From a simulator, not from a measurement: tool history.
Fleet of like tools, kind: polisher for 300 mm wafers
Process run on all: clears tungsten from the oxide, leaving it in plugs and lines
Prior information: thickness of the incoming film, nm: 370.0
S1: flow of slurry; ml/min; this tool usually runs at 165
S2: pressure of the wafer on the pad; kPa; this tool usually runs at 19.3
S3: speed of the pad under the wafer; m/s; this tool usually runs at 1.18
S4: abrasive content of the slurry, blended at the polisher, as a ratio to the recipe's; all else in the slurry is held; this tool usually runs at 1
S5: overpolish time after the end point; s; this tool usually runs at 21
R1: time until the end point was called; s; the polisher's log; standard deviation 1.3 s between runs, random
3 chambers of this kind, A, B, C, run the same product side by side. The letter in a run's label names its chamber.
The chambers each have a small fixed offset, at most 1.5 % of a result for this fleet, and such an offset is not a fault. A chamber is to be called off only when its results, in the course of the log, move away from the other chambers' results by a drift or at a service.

run,hour,S1,S2,S3,S4,S5,R1
1A,2.8,165,19.3,1.18,1,21,80.38
2C,7.3,165,19.3,1.18,1,21,79.073
# hour 8.7: chamber C: worn pad replaced by a new one
3B,11.9,165,19.3,1.18,1,21,76.98
# hour 12.5: chamber A: slurry blender recalibrated
4A,17,165,19.3,1.18,1,21,80.401
5C,21.6,165,19.3,1.18,1,21,77.155
6B,25.7,165,19.3,1.18,1,21,78.82
7C,29.6,165,19.3,1.18,1,21,78.801
8B,33.6,165,22.1,1.18,1,21,69.594
9A,39.5,165,22.1,1.18,1,21,67.101
# hour 41.4: chamber B: head pressure recalibrated
10A,43.6,165,22.1,1.18,1,21,67.629
11C,46.9,165,19.3,1.18,1,21,79.618
# hour 49.2: chamber C: slurry nozzle cleaned
12B,51.2,165,19.3,1.18,1,21,80.146
13C,54,165,19.3,1.18,1,21,82.304
14B,58,165,19.3,1.18,1,21,78.653
# hour 61.2: chamber B: slurry tank refilled with fresh slurry and peroxide
15A,63,165,25.5,1.18,1,21,58.885
16C,67.4,165,25.5,1.18,1,21,60.85
17B,70.1,165,25.5,1.18,1,21,58.245
18A,72.9,165,19.3,1.18,1,21,79.053
19C,77.8,165,19.3,1.18,1,21,82.546
# hour 79.6: chamber B: slurry nozzle cleaned
20A,81.5,165,19.3,1.18,1,21,77.399
# hour 84.5: chamber A: worn pad replaced by a new one
21B,86,165,19.3,1.18,1,21,78.859
# hour 86.2: chamber C: slurry tank refilled with fresh slurry and peroxide
# hour 87.3: chamber B: slurry blender recalibrated
22B,88.8,165,19.3,1.18,1,21,79.153
23A,94.4,165,19.3,1.18,1,21,77.184
24C,98.8,165,19.3,1.18,1,21,84.812
25B,102.8,165,19.3,1.18,1,21,78.924

Next, every chamber runs the same settings. What will each give?
26A,107,145,19.3,1.18,1,21,?
26B,107,145,19.3,1.18,1,21,?
26C,107,145,19.3,1.18,1,21,?

run,R1
26A,78.722
26B,80.907
26C,86.674
